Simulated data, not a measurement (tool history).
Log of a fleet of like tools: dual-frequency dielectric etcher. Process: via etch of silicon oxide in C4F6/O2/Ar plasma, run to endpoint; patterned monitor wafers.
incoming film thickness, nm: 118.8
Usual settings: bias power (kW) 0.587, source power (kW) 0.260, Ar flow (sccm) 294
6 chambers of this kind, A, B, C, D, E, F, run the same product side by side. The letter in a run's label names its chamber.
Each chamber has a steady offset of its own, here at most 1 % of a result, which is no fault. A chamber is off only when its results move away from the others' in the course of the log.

| run | hour | bias power (kW) | source power (kW) | Ar flow (sccm) | endpoint time (s) |
|---|---|---|---|---|---|
| 1C | 12.2 | 0.587 | 0.260 | 294 | 28.802 |
| 2B | 20.0 | 0.587 | 0.260 | 294 | 28.543 |
|  | 21.3 | chamber C: wet clean of the chamber |
| 3D | 26.3 | 0.587 | 0.260 | 294 | 28.702 |
|  | 31.7 | chamber E: wet clean of the chamber |
| 4F | 36.1 | 0.587 | 0.260 | 294 | 28.469 |
|  | 38.7 | chamber D: wet clean of the chamber |
| 5E | 42.4 | 0.587 | 0.260 | 294 | 28.744 |
|  | 53.7 | chamber D: source power generator calibrated |
| 6A | 54.2 | 0.513 | 0.230 | 294 | 31.884 |
|  | 59.3 | chamber E: bias power generator calibrated |
| 7C | 62.6 | 0.513 | 0.230 | 294 | 31.721 |
| 8B | 70.1 | 0.513 | 0.230 | 294 | 31.174 |
| 9D | 76.8 | 0.513 | 0.230 | 294 | 31.868 |
| 10A | 88.7 | 0.513 | 0.230 | 294 | 31.739 |
|  | 90.3 | chamber A: Ar flow controller replaced |
| 11F | 95.0 | 0.513 | 0.230 | 294 | 31.480 |
| 12E | 102.3 | 0.587 | 0.290 | 294 | 27.851 |
| 13E | 110.2 | 0.587 | 0.290 | 294 | 27.512 |
| 14D | 121.4 | 0.587 | 0.290 | 294 | 27.651 |
|  | 127.6 | chamber A: wet clean of the chamber |
| 15F | 131.3 | 0.587 | 0.290 | 294 | 27.468 |
| 16A | 139.7 | 0.587 | 0.290 | 294 | 27.898 |
| 17B | 145.3 | 0.587 | 0.290 | 294 | 27.515 |
| 18C | 154.8 | 0.587 | 0.260 | 294 | 28.595 |
| 19F | 162.9 | 0.587 | 0.260 | 294 | 28.529 |
| 20B | 170.0 | 0.587 | 0.260 | 294 | 28.454 |
| 21A | 177.1 | 0.587 | 0.260 | 294 | 28.845 |
|  | 179.4 | chamber B: wet clean of the chamber |
| 22E | 187.6 | 0.587 | 0.260 | 294 | 28.693 |
| 23C | 194.6 | 0.587 | 0.290 | 294 | 27.595 |
| 24D | 203.0 | 0.587 | 0.290 | 294 | 27.632 |
| 25E | 210.9 | 0.587 | 0.290 | 294 | 27.531 |
| 26B | 219.8 | 0.587 | 0.290 | 294 | 27.625 |
| 27F | 231.8 | 0.587 | 0.290 | 294 | 27.639 |
| 28C | 241.7 | 0.587 | 0.290 | 294 | 27.560 |
| 29A | 253.3 | 0.587 | 0.290 | 358 | 28.387 |
| 30D | 263.2 | 0.587 | 0.290 | 358 | 28.467 |
|  | 273.3 | chamber B: bias power generator calibrated |
| 31B | 275.4 | 0.587 | 0.290 | 358 | 28.065 |
| 32F | 288.3 | 0.587 | 0.290 | 358 | 27.918 |
| 33C | 300.6 | 0.587 | 0.290 | 358 | 28.231 |
| 34A | 306.6 | 0.587 | 0.290 | 358 | 28.279 |
| 35E | 317.8 | 0.587 | 0.260 | 294 | 28.635 |
| 36D | 323.8 | 0.587 | 0.260 | 294 | 28.999 |
| 37E | 332.2 | 0.587 | 0.260 | 294 | 28.689 |

Next, every chamber runs the same settings. What will each give?
| 38A | 341.4 | 0.587 | 0.210 | 294 | ? |
| 38B | 341.4 | 0.587 | 0.210 | 294 | ? |
| 38C | 341.4 | 0.587 | 0.210 | 294 | ? |
| 38D | 341.4 | 0.587 | 0.210 | 294 | ? |
| 38E | 341.4 | 0.587 | 0.210 | 294 | ? |
| 38F | 341.4 | 0.587 | 0.210 | 294 | ? |

| run | endpoint time (s) |
|---|---|
| 38A | 31.293 |
| 38B | 30.956 |
| 38C | 30.935 |
| 38D | 30.996 |
| 38E | 31.040 |
| 38F | 30.914 |
